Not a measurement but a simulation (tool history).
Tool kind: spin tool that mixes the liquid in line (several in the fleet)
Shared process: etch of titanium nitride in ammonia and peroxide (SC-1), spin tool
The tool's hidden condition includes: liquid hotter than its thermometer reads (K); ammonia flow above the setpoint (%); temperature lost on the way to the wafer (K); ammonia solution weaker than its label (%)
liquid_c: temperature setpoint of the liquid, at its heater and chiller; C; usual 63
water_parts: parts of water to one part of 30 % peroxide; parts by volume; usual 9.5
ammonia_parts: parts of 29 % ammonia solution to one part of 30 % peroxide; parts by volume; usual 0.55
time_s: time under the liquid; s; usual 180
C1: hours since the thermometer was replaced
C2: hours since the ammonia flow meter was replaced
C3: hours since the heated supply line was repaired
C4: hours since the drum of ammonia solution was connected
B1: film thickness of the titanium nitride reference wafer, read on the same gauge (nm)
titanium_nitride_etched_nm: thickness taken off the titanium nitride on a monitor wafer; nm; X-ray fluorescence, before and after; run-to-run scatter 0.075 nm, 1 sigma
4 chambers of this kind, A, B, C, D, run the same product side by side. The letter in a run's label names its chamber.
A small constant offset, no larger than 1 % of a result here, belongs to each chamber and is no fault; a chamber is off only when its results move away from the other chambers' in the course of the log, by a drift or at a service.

run 1C hour=8.5 | liquid_c=63 water_parts=9.5 ammonia_parts=0.55 time_s=180 | C1=1157 C2=1823.9 C3=2176.3 C4=246.5 | B1=149.99 | titanium_nitride_etched_nm=17.489
-- hour=13.4 chamber A: new drum of ammonia solution connected
run 2D hour=15.4 | liquid_c=63 water_parts=9.5 ammonia_parts=0.55 time_s=180 | C1=652.8 C2=1054.4 C3=1565.8 C4=324.3 | B1=149.98 | titanium_nitride_etched_nm=17.517
run 3A hour=30.6 | liquid_c=63 water_parts=9.5 ammonia_parts=0.55 time_s=180 | C1=448.5 C2=96.5 C3=3141 C4=17.3 | B1=150 | titanium_nitride_etched_nm=17.587
-- hour=37.9 chamber C: heated supply line repaired
run 4B hour=43.4 | liquid_c=63 water_parts=9.5 ammonia_parts=0.55 time_s=180 | C1=1599 C2=1109.2 C3=114.6 C4=1116.3 | B1=149.99 | titanium_nitride_etched_nm=17.348
run 5D hour=54.4 | liquid_c=63 water_parts=9.5 ammonia_parts=0.55 time_s=180 | C1=691.8 C2=1093.4 C3=1604.8 C4=363.3 | B1=150 | titanium_nitride_etched_nm=17.416
run 6C hour=63.5 | liquid_c=63 water_parts=9.5 ammonia_parts=0.55 time_s=180 | C1=1212 C2=1878.9 C3=25.7 C4=301.5 | B1=150 | titanium_nitride_etched_nm=17.615
run 7B hour=77.8 | liquid_c=63 water_parts=9.5 ammonia_parts=0.55 time_s=180 | C1=1633.4 C2=1143.6 C3=149 C4=1150.7 | B1=150.01 | titanium_nitride_etched_nm=17.289
run 8A hour=92.6 | liquid_c=63 water_parts=9.5 ammonia_parts=0.55 time_s=180 | C1=510.5 C2=158.5 C3=3203 C4=79.3 | B1=150 | titanium_nitride_etched_nm=17.558
run 9A hour=101 | liquid_c=63 water_parts=13 ammonia_parts=0.55 time_s=180 | C1=518.9 C2=166.9 C3=3211.4 C4=87.7 | B1=150 | titanium_nitride_etched_nm=14.838
-- hour=114.2 chamber B: new drum of ammonia solution connected
run 10C hour=116 | liquid_c=63 water_parts=13 ammonia_parts=0.55 time_s=180 | C1=1264.5 C2=1931.4 C3=78.2 C4=354 | B1=149.99 | titanium_nitride_etched_nm=14.914
run 11D hour=127.7 | liquid_c=63 water_parts=13 ammonia_parts=0.55 time_s=180 | C1=765.1 C2=1166.7 C3=1678.1 C4=436.6 | B1=149.97 | titanium_nitride_etched_nm=14.646
run 12B hour=140.4 | liquid_c=63 water_parts=13 ammonia_parts=0.55 time_s=180 | C1=1696 C2=1206.2 C3=211.6 C4=26.2 | B1=150 | titanium_nitride_etched_nm=14.622
run 13B hour=150.5 | liquid_c=63 water_parts=9.5 ammonia_parts=0.55 time_s=180 | C1=1706.1 C2=1216.3 C3=221.7 C4=36.3 | B1=150.02 | titanium_nitride_etched_nm=17.42
run 14D hour=159.1 | liquid_c=63 water_parts=9.5 ammonia_parts=0.55 time_s=180 | C1=796.5 C2=1198.1 C3=1709.5 C4=468 | B1=149.99 | titanium_nitride_etched_nm=17.499
run 15A hour=166.3 | liquid_c=63 water_parts=9.5 ammonia_parts=0.55 time_s=180 | C1=584.2 C2=232.2 C3=3276.7 C4=153 | B1=150 | titanium_nitride_etched_nm=17.518
run 16C hour=179.7 | liquid_c=69 water_parts=9.5 ammonia_parts=0.55 time_s=130 | C1=1328.2 C2=1995.1 C3=141.9 C4=417.7 | B1=150.02 | titanium_nitride_etched_nm=18.529
run 17A hour=191.1 | liquid_c=69 water_parts=9.5 ammonia_parts=0.55 time_s=130 | C1=609 C2=257 C3=3301.5 C4=177.8 | B1=149.98 | titanium_nitride_etched_nm=18.64
run 18B hour=199 | liquid_c=69 water_parts=9.5 ammonia_parts=0.55 time_s=130 | C1=1754.6 C2=1264.8 C3=270.2 C4=84.8 | B1=150.01 | titanium_nitride_etched_nm=18.366
-- hour=202.6 chamber D: thermometer replaced
run 19D hour=213.1 | liquid_c=69 water_parts=9.5 ammonia_parts=0.55 time_s=130 | C1=10.5 C2=1252.1 C3=1763.5 C4=522 | B1=150 | titanium_nitride_etched_nm=18.47
run 20C hour=222.1 | liquid_c=63 water_parts=9.5 ammonia_parts=0.55 time_s=180 | C1=1370.6 C2=2037.5 C3=184.3 C4=460.1 | B1=149.99 | titanium_nitride_etched_nm=17.559
run 21C hour=233.8 | liquid_c=53.5 water_parts=9.5 ammonia_parts=0.55 time_s=230 | C1=1382.3 C2=2049.2 C3=196 C4=471.8 | B1=149.99 | titanium_nitride_etched_nm=12.139
-- hour=248.1 chamber A: heated supply line repaired
run 22D hour=248.7 | liquid_c=53.5 water_parts=9.5 ammonia_parts=0.55 time_s=230 | C1=46.1 C2=1287.7 C3=1799.1 C4=557.6 | B1=150.01 | titanium_nitride_etched_nm=11.805
run 23B hour=259.6 | liquid_c=53.5 water_parts=9.5 ammonia_parts=0.55 time_s=230 | C1=1815.2 C2=1325.4 C3=330.8 C4=145.4 | B1=149.99 | titanium_nitride_etched_nm=11.696
run 24A hour=267.6 | liquid_c=53.5 water_parts=9.5 ammonia_parts=0.55 time_s=230 | C1=685.5 C2=333.5 C3=19.6 C4=254.3 | B1=150.02 | titanium_nitride_etched_nm=11.887
-- hour=276.9 chamber C: new drum of ammonia solution connected
run 25D hour=280.4 | liquid_c=63 water_parts=9.5 ammonia_parts=0.55 time_s=180 | C1=77.8 C2=1319.4 C3=1830.8 C4=589.3 | B1=149.99 | titanium_nitride_etched_nm=17.408
run 26B hour=290.1 | liquid_c=63 water_parts=9.5 ammonia_parts=0.55 time_s=180 | C1=1845.7 C2=1355.9 C3=361.3 C4=175.9 | B1=150 | titanium_nitride_etched_nm=17.448
run 27C hour=301.2 | liquid_c=63 water_parts=9.5 ammonia_parts=0.55 time_s=180 | C1=1449.7 C2=2116.6 C3=263.4 C4=24.4 | B1=150 | titanium_nitride_etched_nm=17.63
run 28A hour=310.4 | liquid_c=63 water_parts=9.5 ammonia_parts=0.55 time_s=180 | C1=728.3 C2=376.3 C3=62.4 C4=297.1 | B1=149.96 | titanium_nitride_etched_nm=17.732
run 29A hour=325.4 | liquid_c=66.5 water_parts=9.5 ammonia_parts=0.45 time_s=180 | C1=743.3 C2=391.3 C3=77.4 C4=312.1 | B1=150 | titanium_nitride_etched_nm=21.606
run 30C hour=338.6 | liquid_c=66.5 water_parts=9.5 ammonia_parts=0.45 time_s=180 | C1=1487.1 C2=2154 C3=300.8 C4=61.8 | B1=150.01 | titanium_nitride_etched_nm=21.092
run 31B hour=349 | liquid_c=66.5 water_parts=9.5 ammonia_parts=0.45 time_s=180 | C1=1904.6 C2=1414.8 C3=420.2 C4=234.8 | B1=150.02 | titanium_nitride_etched_nm=20.983
run 32D hour=360.2 | liquid_c=66.5 water_parts=9.5 ammonia_parts=0.45 time_s=180 | C1=157.6 C2=1399.2 C3=1910.6 C4=669.1 | B1=150 | titanium_nitride_etched_nm=20.97
run 33B hour=373.3 | liquid_c=63 water_parts=9.5 ammonia_parts=0.55 time_s=180 | C1=1928.9 C2=1439.1 C3=444.5 C4=259.1 | B1=150.02 | titanium_nitride_etched_nm=17.206
run 34A hour=385.9 | liquid_c=63 water_parts=9.5 ammonia_parts=0.55 time_s=180 | C1=803.8 C2=451.8 C3=137.9 C4=372.6 | B1=149.99 | titanium_nitride_etched_nm=17.898
-- hour=389.7 chamber A: ammonia flow meter replaced
run 35C hour=395.3 | liquid_c=63 water_parts=5 ammonia_parts=0.55 time_s=265 | C1=1543.8 C2=2210.7 C3=357.5 C4=118.5 | B1=149.97 | titanium_nitride_etched_nm=35.579
run 36D hour=408.9 | liquid_c=63 water_parts=5 ammonia_parts=0.55 time_s=265 | C1=206.3 C2=1447.9 C3=1959.3 C4=717.8 | B1=149.99 | titanium_nitride_etched_nm=35.434
run 37D hour=422.9 | liquid_c=63 water_parts=5 ammonia_parts=0.55 time_s=265 | C1=220.3 C2=1461.9 C3=1973.3 C4=731.8 | B1=150 | titanium_nitride_etched_nm=35.455
run 38A hour=434.1 | liquid_c=63 water_parts=5 ammonia_parts=0.55 time_s=265 | C1=852 C2=44.5 C3=186.1 C4=420.8 | B1=150 | titanium_nitride_etched_nm=36.028
run 39B hour=440.9 | liquid_c=63 water_parts=9.5 ammonia_parts=0.55 time_s=180 | C1=1996.5 C2=1506.7 C3=512.1 C4=326.7 | B1=150.01 | titanium_nitride_etched_nm=17.472
run 40C hour=450.1 | liquid_c=63 water_parts=9.5 ammonia_parts=0.55 time_s=180 | C1=1598.6 C2=2265.5 C3=412.3 C4=173.3 | B1=149.99 | titanium_nitride_etched_nm=17.615
run 41B hour=459.1 | liquid_c=63 water_parts=9.5 ammonia_parts=0.55 time_s=180 | C1=2014.7 C2=1524.9 C3=530.3 C4=344.9 | B1=150 | titanium_nitride_etched_nm=17.252
run 42A hour=467.5 | liquid_c=63 water_parts=9.5 ammonia_parts=0.55 time_s=180 | C1=885.4 C2=77.9 C3=219.5 C4=454.2 | B1=150.02 | titanium_nitride_etched_nm=18.114
run 43D hour=475 | liquid_c=63 water_parts=9.5 ammonia_parts=0.55 time_s=180 | C1=272.4 C2=1514 C3=2025.4 C4=783.9 | B1=150 | titanium_nitride_etched_nm=17.336
run 44C hour=482.7 | liquid_c=63 water_parts=9.5 ammonia_parts=0.55 time_s=180 | C1=1631.2 C2=2298.1 C3=444.9 C4=205.9 | B1=149.98 | titanium_nitride_etched_nm=17.61

All 4 chambers run these settings next. Forecast each chamber's results:
run 45A hour=493.5 | liquid_c=66 water_parts=9.5 ammonia_parts=0.55 time_s=180 | titanium_nitride_etched_nm=?
run 45B hour=493.5 | liquid_c=66 water_parts=9.5 ammonia_parts=0.55 time_s=180 | titanium_nitride_etched_nm=?
run 45C hour=493.5 | liquid_c=66 water_parts=9.5 ammonia_parts=0.55 time_s=180 | titanium_nitride_etched_nm=?
run 45D hour=493.5 | liquid_c=66 water_parts=9.5 ammonia_parts=0.55 time_s=180 | titanium_nitride_etched_nm=?

run=45A titanium_nitride_etched_nm=21.943
run=45B titanium_nitride_etched_nm=20.856
run=45C titanium_nitride_etched_nm=21.251
run=45D titanium_nitride_etched_nm=21.171
